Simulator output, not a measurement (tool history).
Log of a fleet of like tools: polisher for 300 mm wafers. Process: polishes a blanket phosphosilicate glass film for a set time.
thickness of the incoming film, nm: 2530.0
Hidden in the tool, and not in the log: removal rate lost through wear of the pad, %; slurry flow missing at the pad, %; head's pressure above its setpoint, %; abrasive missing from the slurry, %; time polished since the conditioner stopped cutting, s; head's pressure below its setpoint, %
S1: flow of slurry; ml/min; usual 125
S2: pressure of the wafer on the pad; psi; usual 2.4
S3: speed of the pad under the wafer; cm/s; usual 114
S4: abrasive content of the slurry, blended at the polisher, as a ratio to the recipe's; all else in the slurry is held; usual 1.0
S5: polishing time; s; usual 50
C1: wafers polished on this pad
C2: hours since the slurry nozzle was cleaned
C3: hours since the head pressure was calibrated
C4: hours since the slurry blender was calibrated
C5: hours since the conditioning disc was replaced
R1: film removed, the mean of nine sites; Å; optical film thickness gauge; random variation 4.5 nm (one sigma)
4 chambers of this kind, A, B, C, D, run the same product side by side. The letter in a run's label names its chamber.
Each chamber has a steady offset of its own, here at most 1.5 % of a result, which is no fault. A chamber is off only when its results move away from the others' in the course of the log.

run     day   S1   S2   S3   S4  S5    C1     C2      C3     C4     C5      R1
      0.150  -- chamber A: slurry blender recalibrated
      0.179  -- chamber B: conditioning disc replaced and pad reconditioned
      0.188  -- chamber D: worn pad replaced by a new one
      0.225  -- chamber D: slurry blender recalibrated
 1B   0.296  125  2.4  114  1.0  50   337  399.7  1038.0  268.4    2.8  3146.2
      0.338  -- chamber C: slurry blender recalibrated
 2D   0.679  125  2.4  114  1.0  50   159  725.8   817.6   10.9   57.3  3187.5
 3C   0.946  125  2.4  114  1.0  50   760  167.5   433.0   14.7  353.9  3127.8
 4A   1.338  125  2.4  114  1.0  50   686  375.8   828.4   28.5  467.5  3180.8
      1.371  -- chamber B: slurry blender recalibrated
      1.492  -- chamber C: worn pad replaced by a new one
 5B   1.704  125  2.4  114  1.0  50   793  433.5  1071.8    8.0   36.6  3086.4
      1.817  -- chamber B: head pressure recalibrated
 6C   2.133  125  2.4  114  1.0  50   209  196.0   461.5   43.2  382.4  3176.3
 7A   2.375  125  2.4  114  1.0  50  1023  400.7   853.3   53.4  492.4  3134.0
      2.717  -- chamber D: worn pad replaced by a new one
 8D   2.792  125  2.4  114  1.0  50    25  776.5   868.3   61.6  108.0  3170.9
 9A   3.196  125  2.4  114  1.0  50  1289  420.4   873.0   73.1  512.1  3139.1
      3.350  -- chamber A: worn pad replaced by a new one
10C   3.600  125  2.7  134  1.0  50   684  231.2   496.7   78.4  417.6  4006.7
      3.796  -- chamber A: conditioning disc replaced and pad reconditioned
11D   3.883  125  2.7  134  1.0  50   379  802.7   894.5   87.8  134.2  4051.8
12B   4.288  125  2.7  134  1.0  50  1631  495.5    59.3   70.0   98.6  3910.4
      4.438  -- chamber B: worn pad replaced by a new one
      4.462  -- chamber D: slurry blender recalibrated
      4.662  -- chamber C: worn pad replaced by a new one
13B   4.692  125  2.7  134  1.0  50    83  505.2    69.0   79.7  108.3  4094.9
14D   5.108  125  2.4  114  1.0  50   776  832.1   923.9   15.5  163.6  3152.6
15A   5.371  125  2.4  114  1.0  50   656  472.6   925.2  125.3   37.8  3160.7
16C   5.596  125  2.4  114  1.0  50   303  279.1   544.6  126.3  465.5  3156.2
      5.692  -- chamber D: worn pad replaced by a new one
17D   5.850  125  2.4   80  1.0  44    51  849.9   941.7   33.3  181.4  2077.3
      6.038  -- chamber C: conditioning disc replaced and pad reconditioned
18B   6.096  125  2.4   80  1.0  44   538  538.9   102.7  113.4  142.0  2088.4
19A   6.367  125  2.4   80  1.0  44   979  496.5   949.1  149.2   61.7  2064.8
20C   6.767  125  2.4   80  1.0  44   683  307.2   572.7  154.4   17.6  2083.3
21C   7.204  125  2.4  114  1.0  50   825  317.7   583.2  164.9   28.1  3097.3
      7.475  -- chamber D: slurry nozzle cleaned
22B   7.500  125  2.4  114  1.0  50   993  572.6   136.4  147.1  175.7  3186.0
      7.658  -- chamber C: worn pad replaced by a new one
      7.683  -- chamber A: worn pad replaced by a new one
23D   7.800  125  2.4  114  1.0  50   684    7.8   988.5   80.1  228.2  3183.6
24A   8.200  125  2.4  114  1.0  50   168  540.5   993.1  193.2  105.7  3021.9
      8.225  -- chamber D: worn pad replaced by a new one
25D   8.429  125  2.4  114  1.0  50    66   22.9  1003.6   95.2  243.3  3164.4
      8.617  -- chamber D: slurry blender recalibrated
26B   8.825  125  2.4  114  1.0  50  1423  604.4   168.2  178.9  207.5  3155.2
      9.146  -- chamber B: worn pad replaced by a new one
27C   9.250  125  2.9  114  1.3  50   516  366.8   632.3  214.0   77.2  4276.8
28A   9.542  125  2.9  114  1.3  50   603  572.7  1025.3  225.4  137.9  4058.6
29B   9.900  125  2.9  114  1.3  50   245  630.2   194.0  204.7  233.3  4290.7
      9.996  -- chamber A: slurry blender recalibrated
     10.146  -- chamber C: worn pad replaced by a new one
30C  10.321  125  2.9  114  1.3  50    57  392.5   658.0  239.7  102.9  4277.5
     10.333  -- chamber D: conditioning disc replaced and pad reconditioned
31D  10.562  125  2.4  114  1.0  50   758   74.1  1054.8   46.8    5.5  3176.2
32A  10.804  125  2.4  114  1.0  50  1012  603.0  1055.6   19.5  168.2  2967.3
33C  11.029  125  2.4  114  1.0  50   287  409.5   675.0  256.7  119.9  3143.7
     11.075  -- chamber D: worn pad replaced by a new one
34A  11.396  125  2.4  114  1.0  50  1204  617.2  1069.8   33.7  182.4  2945.1
35B  11.821  125  2.4  114  1.0  50   868  676.3   240.1  250.8  279.4  3186.4
     11.992  -- chamber A: worn pad replaced by a new one
36D  12.154  125  2.4  114  1.0  50   350  112.3  1093.0   85.0   43.7  3155.6
37C  12.421  125  2.4  114  1.0  50   738  442.9   708.4  290.1  153.3  3107.3
38D  12.712  125  2.4  114  1.0  50   531  125.7  1106.4   98.4   57.1  3183.4
     12.775  -- chamber C: worn pad replaced by a new one
39B  13.004  110  2.4  114  1.0  50  1252  704.7   268.5  279.2  307.8  3044.5
     13.029  -- chamber D: slurry blender recalibrated
     13.242  -- chamber D: head pressure recalibrated
     13.338  -- chamber B: slurry blender recalibrated
40A  13.371  110  2.4  114  1.0  50   448  664.6  1117.2   81.1  229.8  2874.5
41D  13.754  110  2.4  114  1.0  50   869  150.7    12.3   17.4   82.1  3101.8
42B  13.996  110  2.4  114  1.0  50  1573  728.5   292.3   15.8  331.6  3105.4
43A  14.212  125  2.4  114  1.0  50   721  684.8  1137.4  101.3  250.0  2799.8
44C  14.529  125  2.4  114  1.0  50   570  493.5   759.0  340.7  203.9  3130.7

Is one chamber off against the others, does the gauge drift, or is nothing wrong? If a chamber is off, say which, and what the likeliest cause is.

Chamber A drifts away from the others.
Cause: slurry flow missing at the pad, % = 35.7.
The log may not tell that from: head's pressure below its setpoint, %.

Here are 4 candidates for chamber A's next run, each the usual settings with a change, their results left as question marks. Which one brings its results back in line with what the others give on the usual settings?
In line means no further than this from the other chambers' mean on the usual settings: R1 150.0 Å
45A-1  14.850  125  2.4  116  1.00  51                       ?
45A-2  14.850  125  2.3  114  1.00  47                       ?
45A-3  14.850  125  2.5  118  1.00  52                       ?
45A-4  14.850  120  2.4  114  0.95  50                       ?

The other chambers' mean on the usual settings: R1 3141.6 Å
  run      R1
45A-1  2905.6
45A-2  2529.8
45A-3  3129.4
45A-4  2706.8
45A-3 brings the chamber back in line.
